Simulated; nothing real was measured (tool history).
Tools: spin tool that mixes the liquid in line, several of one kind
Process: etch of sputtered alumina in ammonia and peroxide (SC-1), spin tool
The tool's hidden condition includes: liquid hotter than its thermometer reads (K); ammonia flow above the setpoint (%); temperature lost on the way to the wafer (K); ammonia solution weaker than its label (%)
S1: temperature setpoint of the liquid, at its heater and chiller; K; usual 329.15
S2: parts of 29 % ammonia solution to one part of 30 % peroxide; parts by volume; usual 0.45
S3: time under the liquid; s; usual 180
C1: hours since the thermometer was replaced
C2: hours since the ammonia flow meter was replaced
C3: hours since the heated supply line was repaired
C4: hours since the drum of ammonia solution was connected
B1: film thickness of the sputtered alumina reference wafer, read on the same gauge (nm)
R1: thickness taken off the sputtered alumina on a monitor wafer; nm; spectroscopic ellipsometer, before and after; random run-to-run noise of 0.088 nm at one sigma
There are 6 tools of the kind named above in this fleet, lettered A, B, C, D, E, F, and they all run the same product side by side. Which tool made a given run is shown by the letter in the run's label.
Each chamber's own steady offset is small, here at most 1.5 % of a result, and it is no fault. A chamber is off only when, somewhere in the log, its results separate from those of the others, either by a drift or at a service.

run 1D hour=7.5 | S1=329.15 S2=0.45 S3=180 | C1=716.7 C2=508.6 C3=726.8 C4=623.4 | B1=119.99 | R1=14.832
-- hour=18 chamber B: heated supply line repaired
run 2F hour=18.4 | S1=329.15 S2=0.45 S3=180 | C1=1319.8 C2=1574.9 C3=683 C4=655.3 | B1=120.01 | R1=14.803
run 3A hour=29.3 | S1=329.15 S2=0.45 S3=180 | C1=1899.8 C2=755 C3=2831.3 C4=502.9 | B1=119.98 | R1=14.92
run 4E hour=36.1 | S1=329.15 S2=0.45 S3=180 | C1=1118.2 C2=1492 C3=1478.2 C4=274.5 | B1=120.01 | R1=14.885
run 5C hour=45.6 | S1=329.15 S2=0.45 S3=180 | C1=2012.3 C2=912.8 C3=2035.5 C4=394.4 | B1=119.94 | R1=14.775
-- hour=50.2 chamber C: thermometer replaced
-- hour=52.8 chamber A: thermometer replaced
run 6B hour=55.8 | S1=329.15 S2=0.45 S3=180 | C1=1295.9 C2=336.9 C3=37.9 C4=412.8 | B1=119.99 | R1=14.506
run 7B hour=64 | S1=329.15 S2=0.45 S3=180 | C1=1304.1 C2=345.1 C3=46.1 C4=421 | B1=120.01 | R1=14.624
run 8C hour=72.1 | S1=329.15 S2=0.45 S3=180 | C1=22 C2=939.3 C3=2062 C4=420.9 | B1=120.01 | R1=14.739
run 9F hour=83.4 | S1=329.15 S2=0.45 S3=180 | C1=1384.8 C2=1639.9 C3=748 C4=720.3 | B1=119.99 | R1=14.881
-- hour=85.4 chamber F: new drum of ammonia solution connected
run 10A hour=90.7 | S1=329.15 S2=0.45 S3=180 | C1=38 C2=816.4 C3=2892.7 C4=564.3 | B1=119.98 | R1=15.125
-- hour=95.3 chamber A: new drum of ammonia solution connected
run 11D hour=100.3 | S1=329.15 S2=0.45 S3=180 | C1=809.5 C2=601.4 C3=819.6 C4=716.2 | B1=119.99 | R1=15.024
run 12E hour=106.1 | S1=329.15 S2=0.45 S3=180 | C1=1188.2 C2=1562 C3=1548.2 C4=344.5 | B1=120.03 | R1=14.892
-- hour=107.2 chamber C: new drum of ammonia solution connected
-- hour=114.1 chamber B: new drum of ammonia solution connected
run 13E hour=117.7 | S1=329.15 S2=0.45 S3=180 | C1=1199.8 C2=1573.6 C3=1559.8 C4=356.1 | B1=119.98 | R1=14.914
run 14C hour=130.2 | S1=329.15 S2=0.45 S3=180 | C1=80.1 C2=997.4 C3=2120.1 C4=23.1 | B1=119.97 | R1=14.763
run 15D hour=142.5 | S1=329.15 S2=0.45 S3=180 | C1=851.7 C2=643.6 C3=861.8 C4=758.4 | B1=120.01 | R1=14.833
run 16B hour=155.7 | S1=329.15 S2=0.45 S3=180 | C1=1395.8 C2=436.8 C3=137.8 C4=41.6 | B1=120.05 | R1=14.821
run 17A hour=164.1 | S1=329.15 S2=0.45 S3=180 | C1=111.4 C2=889.8 C3=2966.1 C4=68.8 | B1=120.03 | R1=14.901
run 18F hour=173.1 | S1=329.15 S2=0.45 S3=180 | C1=1474.5 C2=1729.6 C3=837.7 C4=87.7 | B1=120 | R1=14.876
run 19D hour=185.2 | S1=329.15 S2=0.45 S3=180 | C1=894.4 C2=686.3 C3=904.5 C4=801.1 | B1=120.01 | R1=15.116
run 20E hour=193.8 | S1=329.15 S2=0.45 S3=180 | C1=1275.9 C2=1649.7 C3=1635.9 C4=432.2 | B1=120.01 | R1=14.748
run 21B hour=202.5 | S1=329.15 S2=0.45 S3=180 | C1=1442.6 C2=483.6 C3=184.6 C4=88.4 | B1=119.96 | R1=14.86
run 22C hour=214.1 | S1=334.65 S2=0.35 S3=180 | C1=164 C2=1081.3 C3=2204 C4=107 | B1=120.02 | R1=19.106
run 23F hour=224.5 | S1=334.65 S2=0.35 S3=180 | C1=1525.9 C2=1781 C3=889.1 C4=139.1 | B1=120.03 | R1=19.481
run 24A hour=231.8 | S1=334.65 S2=0.35 S3=180 | C1=179.1 C2=957.5 C3=3033.8 C4=136.5 | B1=119.97 | R1=19.443
run 25C hour=238.3 | S1=334.65 S2=0.35 S3=180 | C1=188.2 C2=1105.5 C3=2228.2 C4=131.2 | B1=120.05 | R1=19.174
run 26B hour=251.3 | S1=334.65 S2=0.35 S3=180 | C1=1491.4 C2=532.4 C3=233.4 C4=137.2 | B1=120 | R1=18.903
-- hour=258.3 chamber A: ammonia flow meter replaced
run 27E hour=263.5 | S1=334.65 S2=0.35 S3=180 | C1=1345.6 C2=1719.4 C3=1705.6 C4=501.9 | B1=120.04 | R1=19.303
run 28A hour=271.5 | S1=329.15 S2=0.45 S3=180 | C1=218.8 C2=13.3 C3=3073.5 C4=176.2 | B1=120.02 | R1=14.87
-- hour=277.7 chamber E: heated supply line repaired
run 29D hour=282.6 | S1=329.15 S2=0.45 S3=180 | C1=991.8 C2=783.7 C3=1001.9 C4=898.5 | B1=119.97 | R1=15.309
run 30F hour=291.3 | S1=329.15 S2=0.45 S3=180 | C1=1592.7 C2=1847.8 C3=955.9 C4=205.9 | B1=120.03 | R1=14.919
run 31C hour=298.1 | S1=329.15 S2=0.45 S3=180 | C1=248 C2=1165.3 C3=2288 C4=191 | B1=120.03 | R1=14.851
run 32F hour=309 | S1=337.65 S2=0.25 S3=180 | C1=1610.4 C2=1865.5 C3=973.6 C4=223.6 | B1=120 | R1=21.782
-- hour=312.4 chamber F: ammonia flow meter replaced
run 33D hour=318.6 | S1=337.65 S2=0.25 S3=180 | C1=1027.8 C2=819.7 C3=1037.9 C4=934.5 | B1=120 | R1=23.01
-- hour=319.5 chamber C: heated supply line repaired
run 34B hour=329 | S1=337.65 S2=0.25 S3=180 | C1=1569.1 C2=610.1 C3=311.1 C4=214.9 | B1=119.98 | R1=21.399
-- hour=341.5 chamber D: ammonia flow meter replaced
run 35E hour=342.1 | S1=337.65 S2=0.25 S3=180 | C1=1424.2 C2=1798 C3=64.5 C4=580.5 | B1=119.99 | R1=22.164
run 36A hour=351.2 | S1=337.65 S2=0.25 S3=180 | C1=298.5 C2=93 C3=3153.2 C4=255.9 | B1=119.98 | R1=21.746
run 37E hour=362.2 | S1=337.65 S2=0.25 S3=180 | C1=1444.3 C2=1818.1 C3=84.6 C4=600.6 | B1=119.98 | R1=21.772
run 38B hour=368.2 | S1=329.15 S2=0.45 S3=180 | C1=1608.3 C2=649.3 C3=350.3 C4=254.1 | B1=120.03 | R1=14.668
run 39A hour=376.5 | S1=329.15 S2=0.35 S3=180 | C1=323.8 C2=118.3 C3=3178.5 C4=281.2 | B1=120.04 | R1=14.361
run 40D hour=387.8 | S1=329.15 S2=0.35 S3=180 | C1=1097 C2=46.4 C3=1107.1 C4=1003.7 | B1=120.01 | R1=15.577
run 41C hour=398.8 | S1=329.15 S2=0.35 S3=180 | C1=348.7 C2=1266 C3=79.4 C4=291.7 | B1=120 | R1=14.439
run 42F hour=410.2 | S1=329.15 S2=0.35 S3=180 | C1=1711.6 C2=97.8 C3=1074.8 C4=324.8 | B1=119.98 | R1=14.562
run 43E hour=422.8 | S1=329.15 S2=0.35 S3=180 | C1=1504.9 C2=1878.7 C3=145.2 C4=661.2 | B1=120.02 | R1=14.57
run 44D hour=431.4 | S1=329.15 S2=0.35 S3=180 | C1=1140.6 C2=90 C3=1150.7 C4=1047.3 | B1=119.99 | R1=15.607

Which is it: a chamber that has drifted or been left off by a service, a gauge drift common to all chambers, or only each chamber's usual small offset? If a chamber is off, name it and its likeliest cause.

One chamber, D, drifts off from the rest bit by bit.
Likeliest cause: liquid hotter than its thermometer reads (K) = 1.56.

Which of the 4 candidates below, each the usual settings with something changed and its results left as question marks, puts chamber D back in line with what the other chambers give on the usual settings?
Allowed miss from the other chambers' usual-settings mean, per result, to count as in line: R1 0.31 nm
run 45D-1 hour=441.1 | S1=329.15 S2=0.45 S3=185 | R1=?
run 45D-2 hour=441.1 | S1=327.65 S2=0.45 S3=180 | R1=?
run 45D-3 hour=441.1 | S1=329.15 S2=0.45 S3=175 | R1=?
run 45D-4 hour=441.1 | S1=329.65 S2=0.45 S3=190 | R1=?

Mean of the other chambers on the usual settings: R1 14.807 nm
run=45D-1 R1=16.525
run=45D-2 R1=14.845
run=45D-3 R1=15.632
run=45D-4 R1=17.429
45D-2 brings the chamber back in line.
